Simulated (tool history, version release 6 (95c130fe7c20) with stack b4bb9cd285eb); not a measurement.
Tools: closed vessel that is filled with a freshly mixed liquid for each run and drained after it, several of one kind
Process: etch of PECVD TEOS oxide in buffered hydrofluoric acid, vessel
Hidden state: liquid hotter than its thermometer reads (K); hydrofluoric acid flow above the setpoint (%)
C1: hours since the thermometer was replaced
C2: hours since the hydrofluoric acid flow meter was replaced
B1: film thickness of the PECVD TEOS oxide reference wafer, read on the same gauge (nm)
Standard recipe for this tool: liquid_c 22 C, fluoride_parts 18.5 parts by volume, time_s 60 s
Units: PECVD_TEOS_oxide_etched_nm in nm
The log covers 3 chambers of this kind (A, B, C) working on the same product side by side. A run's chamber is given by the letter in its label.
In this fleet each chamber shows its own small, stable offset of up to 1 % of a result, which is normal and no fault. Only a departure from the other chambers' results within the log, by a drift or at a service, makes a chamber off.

run 1C day=0.438 | liquid_c=22 fluoride_parts=18.5 time_s=60 | C1=224.7 C2=344.5 | B1=120 | PECVD_TEOS_oxide_etched_nm=81.872
run 2A day=0.975 | liquid_c=22 fluoride_parts=18.5 time_s=60 | C1=1472.2 C2=459.3 | B1=119.96 | PECVD_TEOS_oxide_etched_nm=83.895
run 3B day=1.4 | liquid_c=22 fluoride_parts=18.5 time_s=60 | C1=714.2 C2=176.5 | B1=120 | PECVD_TEOS_oxide_etched_nm=84.313
run 4B day=1.925 | liquid_c=22 fluoride_parts=18.5 time_s=60 | C1=726.8 C2=189.1 | B1=120.05 | PECVD_TEOS_oxide_etched_nm=83.035
run 5C day=2.408 | liquid_c=22 fluoride_parts=18.5 time_s=60 | C1=272 C2=391.8 | B1=120.01 | PECVD_TEOS_oxide_etched_nm=82.714
run 6A day=2.933 | liquid_c=22 fluoride_parts=18.5 time_s=60 | C1=1519.2 C2=506.3 | B1=120.03 | PECVD_TEOS_oxide_etched_nm=83.97
run 7C day=3.371 | liquid_c=22 fluoride_parts=18.5 time_s=60 | C1=295.1 C2=414.9 | B1=120.05 | PECVD_TEOS_oxide_etched_nm=83.078
run 8B day=3.692 | liquid_c=22 fluoride_parts=18.5 time_s=60 | C1=769.2 C2=231.5 | B1=119.97 | PECVD_TEOS_oxide_etched_nm=84.097
run 9A day=3.975 | liquid_c=22 fluoride_parts=18.5 time_s=60 | C1=1544.2 C2=531.3 | B1=120.01 | PECVD_TEOS_oxide_etched_nm=84.277
run 10B day=4.517 | liquid_c=22 fluoride_parts=18.5 time_s=60 | C1=789 C2=251.3 | B1=120.01 | PECVD_TEOS_oxide_etched_nm=84.669
run 11C day=4.996 | liquid_c=22 fluoride_parts=18.5 time_s=60 | C1=334.1 C2=453.9 | B1=120.04 | PECVD_TEOS_oxide_etched_nm=82.867
run 12A day=5.4 | liquid_c=22 fluoride_parts=18.5 time_s=60 | C1=1578.4 C2=565.5 | B1=119.94 | PECVD_TEOS_oxide_etched_nm=84.327
run 13A day=5.904 | liquid_c=18 fluoride_parts=18.5 time_s=75 | C1=1590.5 C2=577.6 | B1=120.05 | PECVD_TEOS_oxide_etched_nm=83.417
run 14C day=6.408 | liquid_c=18 fluoride_parts=18.5 time_s=75 | C1=368 C2=487.8 | B1=120 | PECVD_TEOS_oxide_etched_nm=83.277
run 15B day=6.95 | liquid_c=18 fluoride_parts=18.5 time_s=75 | C1=847.4 C2=309.7 | B1=119.99 | PECVD_TEOS_oxide_etched_nm=83.637
run 16A day=7.417 | liquid_c=22 fluoride_parts=18.5 time_s=60 | C1=1626.8 C2=613.9 | B1=119.98 | PECVD_TEOS_oxide_etched_nm=83.946
run 17B day=7.729 | liquid_c=22 fluoride_parts=18.5 time_s=60 | C1=866.1 C2=328.4 | B1=120.05 | PECVD_TEOS_oxide_etched_nm=83.897
run 18C day=8.129 | liquid_c=25 fluoride_parts=22 time_s=60 | C1=409.3 C2=529.1 | B1=119.98 | PECVD_TEOS_oxide_etched_nm=85.527
run 19C day=8.612 | liquid_c=25 fluoride_parts=22 time_s=60 | C1=420.9 C2=540.7 | B1=120.01 | PECVD_TEOS_oxide_etched_nm=85.871
run 20B day=8.975 | liquid_c=25 fluoride_parts=22 time_s=60 | C1=896 C2=358.3 | B1=120.03 | PECVD_TEOS_oxide_etched_nm=85.323
run 21A day=9.338 | liquid_c=22 fluoride_parts=18.5 time_s=60 | C1=1672.9 C2=660 | B1=120.01 | PECVD_TEOS_oxide_etched_nm=83.429
run 22B day=9.683 | liquid_c=22 fluoride_parts=18.5 time_s=60 | C1=913 C2=375.3 | B1=119.98 | PECVD_TEOS_oxide_etched_nm=82.923

Next, all 3 chambers run the settings below, one line each with question marks for the results. What does each chamber give?
run 23A day=10.1 | liquid_c=22 fluoride_parts=18.5 time_s=60 | PECVD_TEOS_oxide_etched_nm=?
run 23B day=10.1 | liquid_c=22 fluoride_parts=18.5 time_s=60 | PECVD_TEOS_oxide_etched_nm=?
run 23C day=10.1 | liquid_c=22 fluoride_parts=18.5 time_s=60 | PECVD_TEOS_oxide_etched_nm=?

run=23A PECVD_TEOS_oxide_etched_nm=83.869
run=23B PECVD_TEOS_oxide_etched_nm=83.697
run=23C PECVD_TEOS_oxide_etched_nm=82.752
